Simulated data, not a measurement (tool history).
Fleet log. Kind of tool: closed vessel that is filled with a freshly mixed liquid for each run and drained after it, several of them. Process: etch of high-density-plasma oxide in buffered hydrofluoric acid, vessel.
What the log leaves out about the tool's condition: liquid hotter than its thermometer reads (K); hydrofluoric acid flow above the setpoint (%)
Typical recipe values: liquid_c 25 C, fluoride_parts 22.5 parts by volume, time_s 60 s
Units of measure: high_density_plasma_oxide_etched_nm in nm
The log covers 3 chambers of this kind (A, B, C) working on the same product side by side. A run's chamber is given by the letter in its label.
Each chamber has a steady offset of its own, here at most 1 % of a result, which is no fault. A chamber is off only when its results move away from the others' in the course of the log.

| run | day | liquid_c | fluoride_parts | time_s | hours since the thermometer was replaced | hours since the hydrofluoric acid flow meter was replaced | read-back film thickness of the high-density-plasma oxide reference wafer, read on the same gauge (nm) | high_density_plasma_oxide_etched_nm |
|---|---|---|---|---|---|---|---|---|
| 1B | 0.154 | 25 | 22.5 | 60 | 166.8 | 1495.6 | 79.987 | 36.917 |
| 2A | 0.396 | 25 | 22.5 | 60 | 2128.2 | 502.4 | 79.985 | 36.891 |
| 3C | 0.633 | 25 | 22.5 | 60 | 797.6 | 483.1 | 80.019 | 36.952 |
| 4A | 0.808 | 25 | 22.5 | 60 | 2138.1 | 512.3 | 80.000 | 37.186 |
| 5C | 0.962 | 25 | 22.5 | 60 | 805.5 | 491.0 | 80.001 | 37.149 |
| 6B | 1.171 | 25 | 22.5 | 60 | 191.2 | 1520.0 | 80.011 | 37.112 |
| 7C | 1.342 | 25 | 22.5 | 60 | 814.6 | 500.1 | 80.022 | 37.295 |
| 8B | 1.521 | 25 | 22.5 | 60 | 199.6 | 1528.4 | 80.001 | 36.905 |
| 9A | 1.775 | 25 | 22.5 | 60 | 2161.3 | 535.5 | 80.002 | 37.073 |
| 10C | 1.908 | 25 | 22.5 | 60 | 828.2 | 513.7 | 80.005 | 37.437 |
| 11B | 2.067 | 20 | 22.5 | 40 | 212.7 | 1541.5 | 80.009 | 18.598 |
| 12A | 2.208 | 20 | 22.5 | 40 | 2171.7 | 545.9 | 79.997 | 18.922 |
| 13B | 2.471 | 20 | 22.5 | 40 | 222.4 | 1551.2 | 80.009 | 18.740 |
| 14C | 2.729 | 25 | 22.5 | 60 | 847.9 | 533.4 | 80.000 | 37.384 |
| 15A | 2.975 | 25 | 22.5 | 60 | 2190.1 | 564.3 | 79.997 | 37.043 |
| 16C | 3.254 | 25 | 22.5 | 60 | 860.5 | 546.0 | 80.017 | 37.901 |
| 17B | 3.525 | 25 | 22.5 | 60 | 247.7 | 1576.5 | 79.994 | 37.186 |
| 18A | 3.788 | 25 | 22.5 | 60 | 2209.6 | 583.8 | 79.992 | 37.305 |
| 19B | 3.962 | 25 | 22.5 | 60 | 258.2 | 1587.0 | 79.990 | 36.931 |
| 20A | 4.183 | 25 | 22.5 | 60 | 2219.1 | 593.3 | 80.021 | 37.145 |
| 21C | 4.312 | 25 | 22.5 | 60 | 885.9 | 571.4 | 80.006 | 38.117 |
| 22B | 4.592 | 25 | 22.5 | 60 | 273.3 | 1602.1 | 80.003 | 37.048 |
| 23A | 4.738 | 25 | 22.5 | 60 | 2232.4 | 606.6 | 79.977 | 37.044 |
| 24C | 4.971 | 25 | 22.5 | 60 | 901.7 | 587.2 | 79.997 | 38.183 |
|  | 5.017 | chamber A: hydrofluoric acid flow meter replaced |
| 25B | 5.246 | 25 | 22.5 | 75 | 289.0 | 1617.8 | 79.982 | 46.275 |
| 26A | 5.496 | 25 | 22.5 | 75 | 2250.6 | 11.5 | 80.036 | 46.453 |
| 27C | 5.708 | 25 | 22.5 | 75 | 919.4 | 604.9 | 79.957 | 48.357 |
| 28C | 5.900 | 25 | 22.5 | 60 | 924.0 | 609.5 | 80.048 | 38.253 |
| 29B | 6.092 | 25 | 22.5 | 60 | 309.3 | 1638.1 | 79.943 | 37.008 |
| 30A | 6.325 | 25 | 22.5 | 60 | 2270.5 | 31.4 | 80.001 | 37.183 |
| 31C | 6.533 | 25 | 22.5 | 60 | 939.2 | 624.7 | 80.031 | 38.730 |
| 32A | 6.762 | 25 | 22.5 | 60 | 2281.0 | 41.9 | 79.976 | 37.197 |
| 33B | 6.912 | 25 | 22.5 | 60 | 329.0 | 1657.8 | 79.993 | 36.897 |
| 34B | 7.067 | 25 | 22.5 | 60 | 332.7 | 1661.5 | 80.011 | 37.087 |
| 35C | 7.338 | 25 | 22.5 | 60 | 958.5 | 644.0 | 79.983 | 38.736 |
| 36A | 7.567 | 25 | 22.5 | 60 | 2300.3 | 61.2 | 80.003 | 37.051 |

Predict what each chamber gives when all 3 of them run the settings below next.
| 37A | 7.775 | 25 | 22.5 | 60 |  |  |  | ? |
| 37B | 7.775 | 25 | 22.5 | 60 |  |  |  | ? |
| 37C | 7.775 | 25 | 22.5 | 60 |  |  |  | ? |

| run | high_density_plasma_oxide_etched_nm |
|---|---|
| 37A | 37.027 |
| 37B | 36.964 |
| 37C | 39.262 |

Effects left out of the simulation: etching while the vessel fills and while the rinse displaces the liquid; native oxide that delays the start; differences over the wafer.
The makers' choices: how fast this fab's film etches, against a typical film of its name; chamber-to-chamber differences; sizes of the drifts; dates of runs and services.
